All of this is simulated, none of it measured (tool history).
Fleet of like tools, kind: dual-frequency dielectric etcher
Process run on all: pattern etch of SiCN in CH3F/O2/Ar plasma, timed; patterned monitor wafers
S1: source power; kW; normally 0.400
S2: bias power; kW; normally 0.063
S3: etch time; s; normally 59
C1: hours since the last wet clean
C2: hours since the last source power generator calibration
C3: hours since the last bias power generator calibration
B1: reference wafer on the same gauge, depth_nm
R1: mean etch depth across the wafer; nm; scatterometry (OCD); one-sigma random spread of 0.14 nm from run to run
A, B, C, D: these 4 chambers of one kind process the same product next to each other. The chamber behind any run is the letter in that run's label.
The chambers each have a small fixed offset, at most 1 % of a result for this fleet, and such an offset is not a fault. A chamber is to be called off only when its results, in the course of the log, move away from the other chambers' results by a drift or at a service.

Run 1A, day 0.467: usual settings; C1 304.8; C2 1444.9; C3 2980.5; B1 21.110. Result: R1 20.792 nm.
Run 2B, day 0.842: usual settings; C1 133.3; C2 301.6; C3 3473.7; B1 21.095. Result: R1 20.810 nm.
Run 3C, day 1.158: usual settings; C1 386.1; C2 2313.9; C3 733.7; B1 21.075. Result: R1 21.332 nm.
Run 4D, day 1.512: usual settings; C1 112.0; C2 1640.9; C3 1419.8; B1 21.081. Result: R1 21.094 nm.
At day 1.533: chamber C: wet clean of the chamber.
Run 5A, day 1.992: usual settings; C1 341.4; C2 1481.5; C3 3017.1; B1 21.085. Result: R1 20.801 nm.
Run 6B, day 2.288: usual settings; C1 168.0; C2 336.3; C3 3508.4; B1 21.071. Result: R1 21.127 nm.
Run 7D, day 2.667: usual settings; C1 139.7; C2 1668.6; C3 1447.5; B1 21.148. Result: R1 21.062 nm.
Run 8C, day 3.029: usual settings; C1 36.0; C2 2358.8; C3 778.6; B1 21.084. Result: R1 21.348 nm.
Run 9A, day 3.483: usual settings; C1 377.2; C2 1517.3; C3 3052.9; B1 21.123. Result: R1 21.079 nm.
Run 10D, day 3.917: usual settings; C1 169.7; C2 1698.6; C3 1477.5; B1 21.107. Result: R1 21.044 nm.
Run 11C, day 4.392: usual settings; C1 68.7; C2 2391.5; C3 811.3; B1 21.080. Result: R1 21.385 nm.
Run 12B, day 4.771: usual settings but S1 0.440 kW; C1 227.6; C2 395.9; C3 3568.0; B1 21.100. Result: R1 22.022 nm.
Run 13A, day 5.033: usual settings but S1 0.440 kW; C1 414.4; C2 1554.5; C3 3090.1; B1 21.114. Result: R1 21.767 nm.
Run 14B, day 5.354: usual settings but S1 0.440 kW; C1 241.6; C2 409.9; C3 3582.0; B1 21.077. Result: R1 22.166 nm.
Run 15C, day 5.671: usual settings but S1 0.440 kW; C1 99.4; C2 2422.2; C3 842.0; B1 21.106. Result: R1 21.952 nm.
Run 16D, day 6.071: usual settings; C1 221.4; C2 1750.3; C3 1529.2; B1 21.107. Result: R1 21.218 nm.
Run 17A, day 6.392: usual settings but S1 0.450 kW, S2 0.055 kW; C1 447.0; C2 1587.1; C3 3122.7; B1 21.105. Result: R1 20.869 nm.
Run 18D, day 6.904: usual settings but S1 0.450 kW, S2 0.055 kW; C1 241.4; C2 1770.3; C3 1549.2; B1 21.099. Result: R1 21.197 nm.
Run 19B, day 7.250: usual settings but S1 0.450 kW, S2 0.055 kW; C1 287.1; C2 455.4; C3 3627.5; B1 21.063. Result: R1 21.525 nm.
Run 20C, day 7.517: usual settings but S1 0.450 kW, S2 0.055 kW; C1 143.7; C2 2466.5; C3 886.3; B1 21.113. Result: R1 21.112 nm.
Run 21C, day 7.875: usual settings but S2 0.053 kW; C1 152.3; C2 2475.1; C3 894.9; B1 21.114. Result: R1 20.202 nm.
At day 8.183: chamber A: wet clean of the chamber.
Run 22A, day 8.379: usual settings but S2 0.053 kW; C1 4.8; C2 1634.8; C3 3170.4; B1 21.063. Result: R1 19.421 nm.
Run 23B, day 8.675: usual settings but S2 0.053 kW; C1 321.3; C2 489.6; C3 3661.7; B1 21.126. Result: R1 20.063 nm.
Run 24D, day 9.083: usual settings but S2 0.053 kW; C1 293.7; C2 1822.6; C3 1601.5; B1 21.095. Result: R1 19.908 nm.
Run 25B, day 9.546: usual settings; C1 342.2; C2 510.5; C3 3682.6; B1 21.118. Result: R1 21.948 nm.
Run 26D, day 10.025: usual settings; C1 316.3; C2 1845.2; C3 1624.1; B1 21.122. Result: R1 20.889 nm.
Run 27A, day 10.275: usual settings; C1 50.3; C2 1680.3; C3 3215.9; B1 21.081. Result: R1 21.090 nm.
Run 28C, day 10.625: usual settings; C1 218.3; C2 2541.1; C3 960.9; B1 21.092. Result: R1 21.355 nm.
Run 29C, day 11.175: usual settings; C1 231.5; C2 2554.3; C3 974.1; B1 21.076. Result: R1 21.327 nm.
Run 30B, day 11.442: usual settings; C1 387.7; C2 556.0; C3 3728.1; B1 21.100. Result: R1 21.888 nm.
Run 31A, day 11.758: usual settings; C1 85.9; C2 1715.9; C3 3251.5; B1 21.100. Result: R1 20.895 nm.
Run 32D, day 12.267: usual settings; C1 370.1; C2 1899.0; C3 1677.9; B1 21.101. Result: R1 20.990 nm.
Run 33A, day 12.642: usual settings; C1 107.1; C2 1737.1; C3 3272.7; B1 21.074. Result: R1 20.970 nm.
Run 34C, day 13.204: usual settings; C1 280.2; C2 2603.0; C3 1022.8; B1 21.101. Result: R1 21.291 nm.
Run 35D, day 13.454: usual settings; C1 398.6; C2 1927.5; C3 1706.4; B1 21.098. Result: R1 21.143 nm.
Run 36B, day 13.854: usual settings; C1 445.6; C2 613.9; C3 3786.0; B1 21.102. Result: R1 21.886 nm.
Run 37B, day 14.383: usual settings; C1 458.3; C2 626.6; C3 3798.7; B1 21.110. Result: R1 22.071 nm.
At day 14.638: chamber D: wet clean of the chamber.
Run 38A, day 14.675: usual settings but S1 0.330 kW, S2 0.052 kW; C1 155.9; C2 1785.9; C3 3321.5; B1 21.091. Result: R1 18.313 nm.
Run 39C, day 15.096: usual settings but S1 0.330 kW, S2 0.052 kW; C1 325.6; C2 2648.4; C3 1068.2; B1 21.119. Result: R1 18.794 nm.
Run 40D, day 15.479: usual settings but S1 0.330 kW, S2 0.052 kW; C1 20.3; C2 1976.1; C3 1755.0; B1 21.082. Result: R1 18.285 nm.
Run 41D, day 15.975: usual settings but S1 0.330 kW, S2 0.052 kW; C1 32.2; C2 1988.0; C3 1766.9; B1 21.107. Result: R1 18.352 nm.
Run 42C, day 16.375: usual settings; C1 356.3; C2 2679.1; C3 1098.9; B1 21.112. Result: R1 21.217 nm.
Run 43A, day 16.946: usual settings; C1 210.4; C2 1840.4; C3 3376.0; B1 21.135. Result: R1 20.842 nm.
Run 44B, day 17.400: usual settings; C1 530.7; C2 699.0; C3 3871.1; B1 21.086. Result: R1 22.160 nm.

Which is it: a chamber that has drifted or been left off by a service, a gauge drift common to all chambers, or only each chamber's usual small offset? If a chamber is off, name it and its likeliest cause.

Chamber B drifts away from the others.
Likeliest cause: etch rate over this chamber's usual, % = 5.1.

Chamber B could run next with any of the 4 candidate recipes listed below; each alters the usual settings, and their results appear as question marks. Which one brings its results back in line with what the other chambers deliver on the usual settings?
To be in line, a result may differ from the other chambers' mean on the usual settings by at most: R1 0.490 nm
Run 45B-1, day 17.808: usual settings but S3 56.5 s. Result: R1 ?.
Run 45B-2, day 17.808: usual settings but S1 0.390 kW, S2 0.062 kW, S3 54.5 s. Result: R1 ?.
Run 45B-3, day 17.808: usual settings but S1 0.410 kW, S2 0.064 kW, S3 63.5 s. Result: R1 ?.
Run 45B-4, day 17.808: usual settings but S3 61.5 s. Result: R1 ?.

Usual-settings mean across the other chambers: R1 21.096 nm
  run      R1
45B-1  21.236
45B-2  20.173
45B-3  24.227
45B-4  23.115
It is 45B-1 that realigns the chamber with its peers.

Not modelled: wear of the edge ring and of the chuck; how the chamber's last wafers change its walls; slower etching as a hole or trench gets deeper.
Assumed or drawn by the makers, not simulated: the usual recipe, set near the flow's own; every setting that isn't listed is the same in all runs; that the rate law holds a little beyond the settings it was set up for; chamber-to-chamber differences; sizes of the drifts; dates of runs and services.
